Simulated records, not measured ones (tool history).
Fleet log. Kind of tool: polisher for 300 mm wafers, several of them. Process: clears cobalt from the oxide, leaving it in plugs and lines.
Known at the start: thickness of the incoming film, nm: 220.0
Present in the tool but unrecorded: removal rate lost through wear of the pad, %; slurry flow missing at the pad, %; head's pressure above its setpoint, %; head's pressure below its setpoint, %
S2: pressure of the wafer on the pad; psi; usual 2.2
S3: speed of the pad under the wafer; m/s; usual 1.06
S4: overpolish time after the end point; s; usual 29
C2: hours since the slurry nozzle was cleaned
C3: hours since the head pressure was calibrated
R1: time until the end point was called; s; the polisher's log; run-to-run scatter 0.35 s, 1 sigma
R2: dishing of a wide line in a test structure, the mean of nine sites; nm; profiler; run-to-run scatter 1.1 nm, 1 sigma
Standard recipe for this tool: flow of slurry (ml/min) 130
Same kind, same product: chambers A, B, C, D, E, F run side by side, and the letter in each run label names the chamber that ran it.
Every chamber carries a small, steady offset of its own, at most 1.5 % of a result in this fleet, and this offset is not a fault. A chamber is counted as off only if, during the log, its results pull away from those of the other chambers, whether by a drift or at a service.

{"run": "1C", "day": 0.462, "flow of slurry (ml/min)": 130, "S2": 2.2, "S3": 1.06, "S4": 29, "wafers polished on this pad": 367, "C2": 260.6, "C3": 966.8, "R1": 32.233, "R2": 59.711}
{"run": "2D", "day": 0.896, "flow of slurry (ml/min)": 130, "S2": 2.2, "S3": 1.06, "S4": 29, "wafers polished on this pad": 517, "C2": 470.0, "C3": 226.3, "R1": 31.203, "R2": 61.971}
{"run": "3A", "day": 1.296, "flow of slurry (ml/min)": 130, "S2": 2.2, "S3": 1.06, "S4": 29, "wafers polished on this pad": 927, "C2": 257.7, "C3": 355.4, "R1": 32.719, "R2": 61.921}
{"day": 1.442, "done": "chamber F: worn pad replaced by a new one"}
{"run": "4B", "day": 1.938, "flow of slurry (ml/min)": 130, "S2": 2.2, "S3": 1.06, "S4": 29, "wafers polished on this pad": 1051, "C2": 235.8, "C3": 1231.2, "R1": 31.755, "R2": 63.736}
{"day": 2.142, "done": "chamber B: worn pad replaced by a new one"}
{"run": "5E", "day": 2.396, "flow of slurry (ml/min)": 130, "S2": 2.2, "S3": 1.06, "S4": 29, "wafers polished on this pad": 1020, "C2": 220.4, "C3": 221.1, "R1": 31.556, "R2": 61.465}
{"day": 2.704, "done": "chamber C: worn pad replaced by a new one"}
{"run": "6F", "day": 2.746, "flow of slurry (ml/min)": 130, "S2": 2.2, "S3": 1.06, "S4": 29, "wafers polished on this pad": 404, "C2": 479.7, "C3": 410.1, "R1": 32.285, "R2": 61.057}
{"day": 2.954, "done": "chamber E: worn pad replaced by a new one"}
{"day": 2.979, "done": "chamber A: worn pad replaced by a new one"}
{"day": 2.988, "done": "chamber D: worn pad replaced by a new one"}
{"day": 3.183, "done": "chamber D: head pressure recalibrated"}
{"run": "7A", "day": 3.292, "flow of slurry (ml/min)": 130, "S2": 2.2, "S3": 1.06, "S4": 29, "wafers polished on this pad": 97, "C2": 305.6, "C3": 403.3, "R1": 32.963, "R2": 60.903}
{"day": 3.358, "done": "chamber B: head pressure recalibrated"}
{"run": "8E", "day": 3.775, "flow of slurry (ml/min)": 130, "S2": 2.2, "S3": 1.06, "S4": 29, "wafers polished on this pad": 255, "C2": 253.5, "C3": 254.2, "R1": 31.988, "R2": 61.207}
{"run": "9F", "day": 4.175, "flow of slurry (ml/min)": 130, "S2": 2.2, "S3": 1.06, "S4": 29, "wafers polished on this pad": 847, "C2": 514.0, "C3": 444.4, "R1": 32.324, "R2": 61.632}
{"run": "10B", "day": 4.483, "flow of slurry (ml/min)": 130, "S2": 2.2, "S3": 1.06, "S4": 29, "wafers polished on this pad": 727, "C2": 296.9, "C3": 27.0, "R1": 32.112, "R2": 61.853}
{"run": "11C", "day": 4.779, "flow of slurry (ml/min)": 130, "S2": 2.2, "S3": 1.06, "S4": 29, "wafers polished on this pad": 644, "C2": 364.2, "C3": 1070.4, "R1": 32.218, "R2": 61.922}
{"day": 4.825, "done": "chamber F: worn pad replaced by a new one"}
{"run": "12D", "day": 5.121, "flow of slurry (ml/min)": 130, "S2": 2.2, "S3": 1.06, "S4": 29, "wafers polished on this pad": 662, "C2": 571.4, "C3": 46.5, "R1": 32.148, "R2": 61.503}
{"day": 5.267, "done": "chamber E: slurry nozzle cleaned"}
{"run": "13F", "day": 5.479, "flow of slurry (ml/min)": 130, "S2": 2.2, "S3": 1.06, "S4": 29, "wafers polished on this pad": 204, "C2": 545.3, "C3": 475.7, "R1": 32.873, "R2": 60.016}
{"run": "14A", "day": 6.117, "flow of slurry (ml/min)": 130, "S2": 2.2, "S3": 1.06, "S4": 18, "wafers polished on this pad": 973, "C2": 373.4, "C3": 471.1, "R1": 31.186, "R2": 54.218}
{"day": 6.35, "done": "chamber C: worn pad replaced by a new one"}
{"day": 6.412, "done": "chamber B: worn pad replaced by a new one"}
{"day": 6.542, "done": "chamber E: worn pad replaced by a new one"}
{"day": 6.546, "done": "chamber D: worn pad replaced by a new one"}
{"run": "15E", "day": 6.596, "flow of slurry (ml/min)": 130, "S2": 2.2, "S3": 1.06, "S4": 18, "wafers polished on this pad": 17, "C2": 31.9, "C3": 321.9, "R1": 32.242, "R2": 54.555}
{"run": "16C", "day": 7.154, "flow of slurry (ml/min)": 130, "S2": 2.2, "S3": 1.06, "S4": 18, "wafers polished on this pad": 250, "C2": 421.2, "C3": 1127.4, "R1": 32.893, "R2": 55.476}
{"run": "17D", "day": 7.521, "flow of slurry (ml/min)": 130, "S2": 2.2, "S3": 1.06, "S4": 18, "wafers polished on this pad": 302, "C2": 629.0, "C3": 104.1, "R1": 32.067, "R2": 56.187}
{"day": 7.546, "done": "chamber A: worn pad replaced by a new one"}
{"run": "18B", "day": 7.958, "flow of slurry (ml/min)": 130, "S2": 2.2, "S3": 1.06, "S4": 18, "wafers polished on this pad": 479, "C2": 380.3, "C3": 110.4, "R1": 32.049, "R2": 54.119}
{"day": 8.175, "done": "chamber F: head pressure recalibrated"}
{"day": 8.362, "done": "chamber F: worn pad replaced by a new one"}
{"run": "19C", "day": 8.429, "flow of slurry (ml/min)": 130, "S2": 2.2, "S3": 1.06, "S4": 18, "wafers polished on this pad": 645, "C2": 451.8, "C3": 1158.0, "R1": 31.197, "R2": 54.4}
{"run": "20E", "day": 9.017, "flow of slurry (ml/min)": 130, "S2": 2.8, "S3": 1.06, "S4": 40, "wafers polished on this pad": 768, "C2": 90.0, "C3": 380.0, "R1": 24.459, "R2": 63.411}
{"run": "21F", "day": 9.579, "flow of slurry (ml/min)": 130, "S2": 2.8, "S3": 1.06, "S4": 40, "wafers polished on this pad": 378, "C2": 643.7, "C3": 33.8, "R1": 25.7, "R2": 63.276}
{"run": "22B", "day": 9.879, "flow of slurry (ml/min)": 130, "S2": 2.8, "S3": 1.06, "S4": 40, "wafers polished on this pad": 1075, "C2": 426.4, "C3": 156.5, "R1": 24.801, "R2": 63.195}
{"day": 10.004, "done": "chamber C: worn pad replaced by a new one"}
{"run": "23D", "day": 10.2, "flow of slurry (ml/min)": 130, "S2": 2.8, "S3": 1.06, "S4": 40, "wafers polished on this pad": 1133, "C2": 693.3, "C3": 168.4, "R1": 25.036, "R2": 64.75}
{"day": 10.404, "done": "chamber E: worn pad replaced by a new one"}
{"run": "24A", "day": 10.55, "flow of slurry (ml/min)": 130, "S2": 2.8, "S3": 1.06, "S4": 40, "wafers polished on this pad": 932, "C2": 479.8, "C3": 577.5, "R1": 26.523, "R2": 62.977}
{"day": 10.65, "done": "chamber D: worn pad replaced by a new one"}
{"day": 10.75, "done": "chamber B: worn pad replaced by a new one"}
{"run": "25E", "day": 10.917, "flow of slurry (ml/min)": 130, "S2": 2.8, "S3": 1.06, "S4": 40, "wafers polished on this pad": 158, "C2": 135.6, "C3": 425.6, "R1": 25.376, "R2": 62.689}
{"run": "26B", "day": 11.271, "flow of slurry (ml/min)": 130, "S2": 2.2, "S3": 1.06, "S4": 29, "wafers polished on this pad": 162, "C2": 459.8, "C3": 189.9, "R1": 31.353, "R2": 61.379}
{"day": 11.429, "done": "chamber D: slurry nozzle cleaned"}
{"day": 11.542, "done": "chamber A: worn pad replaced by a new one"}
{"day": 11.725, "done": "chamber C: head pressure recalibrated"}
{"run": "27D", "day": 11.896, "flow of slurry (ml/min)": 130, "S2": 2.2, "S3": 1.06, "S4": 29, "wafers polished on this pad": 387, "C2": 11.2, "C3": 209.1, "R1": 31.926, "R2": 62.342}
{"run": "28A", "day": 12.454, "flow of slurry (ml/min)": 110, "S2": 2.2, "S3": 1.38, "S4": 29, "wafers polished on this pad": 283, "C2": 525.5, "C3": 623.2, "R1": 26.481, "R2": 60.069}
{"day": 12.708, "done": "chamber F: worn pad replaced by a new one"}
{"run": "29C", "day": 12.792, "flow of slurry (ml/min)": 110, "S2": 2.2, "S3": 1.38, "S4": 29, "wafers polished on this pad": 864, "C2": 556.5, "C3": 25.6, "R1": 25.898, "R2": 60.596}
{"run": "30F", "day": 13.392, "flow of slurry (ml/min)": 110, "S2": 2.2, "S3": 1.38, "S4": 29, "wafers polished on this pad": 212, "C2": 735.2, "C3": 125.3, "R1": 25.67, "R2": 62.337}
{"run": "31B", "day": 13.771, "flow of slurry (ml/min)": 110, "S2": 2.2, "S3": 1.38, "S4": 29, "wafers polished on this pad": 937, "C2": 519.8, "C3": 249.9, "R1": 25.015, "R2": 61.839}
{"day": 13.833, "done": "chamber A: head pressure recalibrated"}
{"day": 13.862, "done": "chamber B: slurry nozzle cleaned"}
{"day": 13.883, "done": "chamber E: worn pad replaced by a new one"}
{"day": 14.067, "done": "chamber D: head pressure recalibrated"}
{"day": 14.142, "done": "chamber C: worn pad replaced by a new one"}
{"day": 14.146, "done": "chamber D: worn pad replaced by a new one"}
{"run": "32D", "day": 14.279, "flow of slurry (ml/min)": 110, "S2": 2.2, "S3": 1.38, "S4": 29, "wafers polished on this pad": 42, "C2": 68.4, "C3": 5.1, "R1": 25.532, "R2": 61.746}
{"run": "33C", "day": 14.65, "flow of slurry (ml/min)": 110, "S2": 2.2, "S3": 1.38, "S4": 29, "wafers polished on this pad": 158, "C2": 601.1, "C3": 70.2, "R1": 25.83, "R2": 62.5}
{"run": "34F", "day": 14.967, "flow of slurry (ml/min)": 130, "S2": 2.2, "S3": 1.06, "S4": 29, "wafers polished on this pad": 700, "C2": 773.0, "C3": 163.1, "R1": 32.661, "R2": 61.242}
{"day": 15.062, "done": "chamber B: worn pad replaced by a new one"}
{"run": "35E", "day": 15.442, "flow of slurry (ml/min)": 130, "S2": 2.2, "S3": 1.06, "S4": 29, "wafers polished on this pad": 483, "C2": 244.2, "C3": 534.2, "R1": 31.5, "R2": 60.484}
{"run": "36A", "day": 15.988, "flow of slurry (ml/min)": 130, "S2": 2.2, "S3": 1.06, "S4": 29, "wafers polished on this pad": 1379, "C2": 610.3, "C3": 51.7, "R1": 34.39, "R2": 59.439}
{"day": 16.233, "done": "chamber F: worn pad replaced by a new one"}
{"day": 16.233, "done": "chamber A: worn pad replaced by a new one"}
{"day": 16.288, "done": "chamber F: slurry nozzle cleaned"}
{"run": "37F", "day": 16.592, "flow of slurry (ml/min)": 130, "S2": 2.2, "S3": 1.06, "S4": 29, "wafers polished on this pad": 111, "C2": 7.3, "C3": 202.1, "R1": 32.503, "R2": 60.037}
{"run": "38D", "day": 16.958, "flow of slurry (ml/min)": 130, "S2": 2.2, "S3": 1.06, "S4": 29, "wafers polished on this pad": 873, "C2": 132.7, "C3": 69.4, "R1": 31.956, "R2": 61.647}
{"run": "39A", "day": 17.558, "flow of slurry (ml/min)": 130, "S2": 2.2, "S3": 1.06, "S4": 29, "wafers polished on this pad": 411, "C2": 648.0, "C3": 89.4, "R1": 34.126, "R2": 60.607}
{"run": "40B", "day": 17.867, "flow of slurry (ml/min)": 130, "S2": 2.2, "S3": 1.06, "S4": 29, "wafers polished on this pad": 869, "C2": 96.2, "C3": 348.2, "R1": 31.51, "R2": 59.625}
{"day": 17.892, "done": "chamber E: worn pad replaced by a new one"}
{"day": 18.217, "done": "chamber E: slurry nozzle cleaned"}
{"day": 18.5, "done": "chamber C: worn pad replaced by a new one"}
{"run": "41E", "day": 18.508, "flow of slurry (ml/min)": 130, "S2": 2.2, "S3": 1.06, "S4": 29, "wafers polished on this pad": 192, "C2": 7.1, "C3": 607.8, "R1": 31.525, "R2": 60.852}
{"run": "42C", "day": 19.133, "flow of slurry (ml/min)": 130, "S2": 2.2, "S3": 1.06, "S4": 29, "wafers polished on this pad": 196, "C2": 708.7, "C3": 177.8, "R1": 32.692, "R2": 63.07}

Decide between three cases: one chamber stands off from its peers, the gauge reading all wafers drifts, or nothing is wrong past each chamber's small offset. Where a chamber is off, say which and what most likely put it there.

It is chamber A that slowly wanders off from its peers.
What lies behind it: slurry flow missing at the pad, % = 31.4.

Below are 4 candidate recipes for chamber A's next run, each the usual settings with a change, their results shown as question marks. Which of them brings A's results back in line with what the other chambers give on the usual settings?
Allowed miss from the other chambers' usual-settings mean, per result, to count as in line: R1 1.200 s; R2 3.900 nm
{"run": "43A-1", "day": 19.604, "flow of slurry (ml/min)": 130, "S2": 2.1, "S3": 1.02, "S4": 28, "R1": "?", "R2": "?"}
{"run": "43A-2", "day": 19.604, "flow of slurry (ml/min)": 125, "S2": 2.0, "S3": 0.98, "S4": 29, "R1": "?", "R2": "?"}
{"run": "43A-3", "day": 19.604, "flow of slurry (ml/min)": 135, "S2": 2.4, "S3": 1.16, "S4": 30, "R1": "?", "R2": "?"}
{"run": "43A-4", "day": 19.604, "flow of slurry (ml/min)": 130, "S2": 2.3, "S3": 1.1, "S4": 30, "R1": "?", "R2": "?"}

What the other chambers average on the usual settings: R1 31.960 s; R2 61.021 nm
run=43A-1 R1=37.783 R2=58.896
run=43A-2 R1=41.763 R2=58.056
run=43A-3 R1=28.732 R2=62.082
run=43A-4 R1=31.958 R2=61.341
The answer is 43A-4, which returns the chamber to within the allowed miss of the others.
